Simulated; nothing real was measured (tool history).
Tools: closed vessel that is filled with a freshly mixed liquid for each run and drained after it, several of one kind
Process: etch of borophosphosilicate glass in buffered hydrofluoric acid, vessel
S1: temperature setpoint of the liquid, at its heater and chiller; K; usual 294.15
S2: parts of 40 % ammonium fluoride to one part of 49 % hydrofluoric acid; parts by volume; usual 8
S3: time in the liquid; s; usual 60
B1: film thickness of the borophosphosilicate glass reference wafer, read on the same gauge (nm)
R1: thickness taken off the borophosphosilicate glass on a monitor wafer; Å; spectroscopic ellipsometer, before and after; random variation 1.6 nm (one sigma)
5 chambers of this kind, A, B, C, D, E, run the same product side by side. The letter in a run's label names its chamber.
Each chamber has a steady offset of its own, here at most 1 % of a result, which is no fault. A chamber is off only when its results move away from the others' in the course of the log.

run   hour      S1  S2  S3      B1      R1
 1D    5.5  294.15   8  60     140  2029.4
 2A   15.7  294.15   8  60  139.99  2073.3
 3C   22.3  294.15   8  60  140.01  2043.2
 4B   30.4  294.15   8  60  139.99    2068
 5E   37.4  294.15   8  60  139.98  2040.1
 6A     43  294.15   8  60  140.01    2089
 7C   53.3  294.15   8  60  139.99  2067.3
      56.1  -- chamber D: thermometer replaced
 8D   59.9  294.15   8  30  139.98  1017.6
 9B   66.4  294.15   8  30  140.03  1028.4
10E   75.6  294.15   8  30  140.03  1034.9
11C   81.5  294.15   8  30  139.99  1016.9
12E   88.5  294.15   8  30  140.01    1015
13A   98.8  290.65   8  35  140.01  993.55
14D  107.8  290.65   8  35  140.03  974.57
15B  115.5  290.65   8  35  139.99  986.39
16E    123  290.65   8  35  140.02   984.6
     123.8  -- chamber C: hydrofluoric acid flow meter replaced
17D  131.5  290.65   8  35  139.98  983.33
18C  139.4  294.15   8  60  139.98  2058.8
     146.2  -- chamber D: hydrofluoric acid flow meter replaced
19B  149.1  294.15   8  60     140  2095.7
20A  156.8  294.15   8  60  139.97  2071.9
21E  162.1  290.65   8  60  140.02    1700
22A  172.2  290.65   8  60  139.96  1706.2
23D  177.5  290.65   8  60  140.01  1677.3
24C  187.2  290.65   8  60  140.05  1690.3
25B    196  290.65   8  60     140  1687.6
26A  202.1  294.15   8  60  139.98  2044.1
27D  212.4  294.15   8  60     140  2044.7
28E  220.7  290.15   6  60  140.01  2153.5
29C  229.1  290.15   6  60     140  2197.6
30B  239.6  290.15   6  60  140.01  2187.9
31E  244.5  290.15   6  60     140  2210.1
     245.5  -- chamber A: hydrofluoric acid flow meter replaced
32A  252.8  290.15   6  60  140.04  2193.4
33D  262.4  294.15   8  60  140.01  2026.8
34B  267.7  294.15   8  60  139.96  2084.3

What goes on in this fleet: one chamber off, a drifting gauge, or nothing beyond the chambers' own small offsets? Name the chamber and the cause, if any.

No chamber stands off beyond its own small offset, and the gauge holds steady.

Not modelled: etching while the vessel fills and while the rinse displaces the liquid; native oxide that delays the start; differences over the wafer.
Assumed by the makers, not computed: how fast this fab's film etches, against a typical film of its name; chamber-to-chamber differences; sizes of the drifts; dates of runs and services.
